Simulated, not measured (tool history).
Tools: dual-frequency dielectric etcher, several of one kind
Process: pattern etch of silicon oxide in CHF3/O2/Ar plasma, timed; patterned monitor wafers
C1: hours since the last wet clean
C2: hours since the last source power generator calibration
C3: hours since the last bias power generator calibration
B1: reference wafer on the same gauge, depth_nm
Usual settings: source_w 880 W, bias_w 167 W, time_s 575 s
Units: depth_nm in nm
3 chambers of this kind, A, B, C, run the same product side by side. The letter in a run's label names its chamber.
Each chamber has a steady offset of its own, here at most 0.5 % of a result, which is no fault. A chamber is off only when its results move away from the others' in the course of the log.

Run 1B, hour 11.5: usual settings; C1 56.9; C2 554.5; C3 2447.6; B1 1340.6. Result: depth_nm 1295.8 nm.
Run 2A, hour 20.1: usual settings; C1 280.7; C2 664.2; C3 988.9; B1 1339.8. Result: depth_nm 1285.0 nm.
Run 3C, hour 33.2: usual settings; C1 413.6; C2 280.1; C3 3657.1; B1 1338.3. Result: depth_nm 1289.9 nm.
Run 4C, hour 46.1: usual settings; C1 426.5; C2 293.0; C3 3670.0; B1 1340.4. Result: depth_nm 1277.7 nm.
Run 5B, hour 60.4: usual settings; C1 105.8; C2 603.4; C3 2496.5; B1 1338.1. Result: depth_nm 1287.0 nm.
Run 6A, hour 70.9: usual settings; C1 331.5; C2 715.0; C3 1039.7; B1 1339.7. Result: depth_nm 1290.5 nm.
Run 7A, hour 83.6: usual settings; C1 344.2; C2 727.7; C3 1052.4; B1 1341.0. Result: depth_nm 1283.0 nm.
Run 8C, hour 98.0: usual settings; C1 478.4; C2 344.9; C3 3721.9; B1 1340.2. Result: depth_nm 1274.6 nm.
Run 9B, hour 107.1: usual settings; C1 152.5; C2 650.1; C3 2543.2; B1 1339.7. Result: depth_nm 1285.9 nm.
Run 10B, hour 119.8: usual settings; C1 165.2; C2 662.8; C3 2555.9; B1 1340.4. Result: depth_nm 1274.4 nm.
Run 11A, hour 130.6: usual settings; C1 391.2; C2 774.7; C3 1099.4; B1 1340.9. Result: depth_nm 1278.4 nm.
Run 12C, hour 141.4: usual settings; C1 521.8; C2 388.3; C3 3765.3; B1 1339.6. Result: depth_nm 1279.8 nm.
Run 13C, hour 149.7: usual settings; C1 530.1; C2 396.6; C3 3773.6; B1 1340.3. Result: depth_nm 1283.7 nm.
Run 14B, hour 156.7: usual settings; C1 202.1; C2 699.7; C3 2592.8; B1 1340.0. Result: depth_nm 1283.8 nm.
Run 15A, hour 168.7: usual settings; C1 429.3; C2 812.8; C3 1137.5; B1 1339.1. Result: depth_nm 1287.2 nm.
Run 16C, hour 176.8: usual settings but source_w 760 W, time_s 523 s; C1 557.2; C2 423.7; C3 3800.7; B1 1341.9. Result: depth_nm 1101.3 nm.
Run 17A, hour 185.0: usual settings but source_w 760 W, time_s 523 s; C1 445.6; C2 829.1; C3 1153.8; B1 1340.8. Result: depth_nm 1105.3 nm.
Run 18B, hour 197.6: usual settings but source_w 760 W, time_s 523 s; C1 243.0; C2 740.6; C3 2633.7; B1 1339.4. Result: depth_nm 1098.9 nm.
Run 19A, hour 210.4: usual settings; C1 471.0; C2 854.5; C3 1179.2; B1 1341.3. Result: depth_nm 1284.8 nm.
At hour 219.0: chamber C: wet clean of the chamber.
Run 20C, hour 223.0: usual settings; C1 4.0; C2 469.9; C3 3846.9; B1 1339.1. Result: depth_nm 1281.0 nm.
Run 21B, hour 231.4: usual settings but source_w 1030 W, time_s 425 s; C1 276.8; C2 774.4; C3 2667.5; B1 1339.5. Result: depth_nm 1008.5 nm.
At hour 238.8: chamber A: wet clean of the chamber.
Run 22B, hour 244.0: usual settings but source_w 1030 W, time_s 425 s; C1 289.4; C2 787.0; C3 2680.1; B1 1340.9. Result: depth_nm 1010.6 nm.
Run 23A, hour 254.7: usual settings but source_w 1030 W, time_s 425 s; C1 16.0; C2 898.8; C3 1223.5; B1 1339.0. Result: depth_nm 1053.6 nm.
Run 24C, hour 262.5: usual settings; C1 43.5; C2 509.4; C3 3886.4; B1 1340.5. Result: depth_nm 1284.8 nm.
Run 25C, hour 276.6: usual settings but source_w 1000 W; C1 57.6; C2 523.5; C3 3900.5; B1 1339.0. Result: depth_nm 1346.6 nm.
Run 26A, hour 289.4: usual settings but source_w 1000 W; C1 50.7; C2 933.5; C3 1258.2; B1 1340.4. Result: depth_nm 1418.5 nm.
Run 27B, hour 300.9: usual settings but source_w 1000 W; C1 346.3; C2 843.9; C3 2737.0; B1 1340.8. Result: depth_nm 1345.8 nm.
Run 28B, hour 308.6: usual settings; C1 354.0; C2 851.6; C3 2744.7; B1 1340.2. Result: depth_nm 1290.9 nm.
Run 29C, hour 321.7: usual settings; C1 102.7; C2 568.6; C3 3945.6; B1 1340.9. Result: depth_nm 1284.9 nm.
Run 30A, hour 330.2: usual settings; C1 91.5; C2 974.3; C3 1299.0; B1 1337.9. Result: depth_nm 1352.7 nm.
Run 31B, hour 344.8: usual settings; C1 390.2; C2 887.8; C3 2780.9; B1 1340.8. Result: depth_nm 1283.2 nm.
Run 32A, hour 359.7: usual settings; C1 121.0; C2 1003.8; C3 1328.5; B1 1338.2. Result: depth_nm 1355.8 nm.
Run 33C, hour 373.0: usual settings; C1 154.0; C2 619.9; C3 3996.9; B1 1338.9. Result: depth_nm 1292.9 nm.
Run 34B, hour 385.5: usual settings; C1 430.9; C2 928.5; C3 2821.6; B1 1337.7. Result: depth_nm 1287.2 nm.

Next, every chamber runs the same settings. What will each give?
Run 35A, hour 396.9: usual settings. Result: depth_nm ?.
Run 35B, hour 396.9: usual settings. Result: depth_nm ?.
Run 35C, hour 396.9: usual settings. Result: depth_nm ?.

run  depth_nm
35A    1336.7
35B    1288.8
35C    1280.1
